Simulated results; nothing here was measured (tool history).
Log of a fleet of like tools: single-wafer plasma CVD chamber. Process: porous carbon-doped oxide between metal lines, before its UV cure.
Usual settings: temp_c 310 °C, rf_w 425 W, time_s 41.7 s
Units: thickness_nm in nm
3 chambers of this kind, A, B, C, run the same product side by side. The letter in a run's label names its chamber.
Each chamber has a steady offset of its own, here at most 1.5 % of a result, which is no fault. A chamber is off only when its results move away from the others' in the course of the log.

run   hour  temp_c  rf_w  time_s  read-back reference wafer on the same gauge, thickness_nm  thickness_nm
 1B    9.4     310   425    41.7                                                     190.04        186.77
 2A   18.7     310   425    41.7                                                     190.12        190.78
 3C   27.4     310   425    41.7                                                     190.16        186.92
 4A   31.9     310   425    41.7                                                     190.18         190.4
 5B   38.9     310   425    41.7                                                     190.17         186.9
 6C   47.4     310   425    41.7                                                      190.3         186.5
 7B   56.2     310   425    41.7                                                     190.21         187.2
 8A   64.1     310   425    41.7                                                     190.26        190.85
      67.1  -- chamber C: thermocouple changed; heater temperature recalibrated
 9C   73.6     310   425    41.7                                                     190.28         186.8
10A   79.7     310   355      46                                                     190.31        182.69
11B     84     310   355      46                                                     190.38        178.26
12C   93.7     310   355      46                                                     190.42        178.82
13A  102.7     310   425    49.2                                                     190.43        224.93
14C  108.8     310   425    49.2                                                     190.59         220.4
15B  115.3     310   425    49.2                                                     190.54        220.03
16C  123.3     310   425    41.7                                                     190.48        187.14
17B  132.8     316   425    41.7                                                     190.62        181.18
18A  141.5     316   425    41.7                                                     190.62         184.7
19A  147.8     316   425    41.7                                                     190.66         184.9
20B    157     304   425    41.7                                                     190.69        193.66
21C  164.5     304   425    41.7                                                     190.72        193.46
22C  174.2     304   425    41.7                                                     190.74        193.63
23A  179.1     300   425    41.7                                                     190.84        202.36
24B    185     300   425    41.7                                                     190.87        197.75
25C  194.3     300   425    41.7                                                     190.83        197.65
26A  198.7     310   375      45                                                     190.94        188.05
27B  205.9     310   375      45                                                     190.91        182.63
28B  211.1     310   375      45                                                     190.87         182.9
29A  218.3     310   425    41.7                                                        191        191.69
30C  227.2     310   425    41.7                                                     191.04        187.93
31C    232     310   425    41.7                                                     190.99        187.26
32A  240.7     310   425    41.7                                                     191.05        191.55
33B  249.2     310   425    41.7                                                     191.24        187.59
34B  253.9     303   425    37.3                                                     191.12        174.94
35A    259     303   425    37.3                                                     191.15        178.79
36C  264.1     303   425    37.3                                                     191.21        174.85
37A  272.1     310   425    41.7                                                     191.31        191.37
38C  281.3     322   425    44.7                                                     191.27        188.86

Is one chamber off against the others, does the gauge drift, or is nothing wrong? If a chamber is off, say which, and what the likeliest cause is.

The gauge drifts, so all chambers seem to drift together. No chamber is off.
Cause: gauge reads high (%) = 0.681.

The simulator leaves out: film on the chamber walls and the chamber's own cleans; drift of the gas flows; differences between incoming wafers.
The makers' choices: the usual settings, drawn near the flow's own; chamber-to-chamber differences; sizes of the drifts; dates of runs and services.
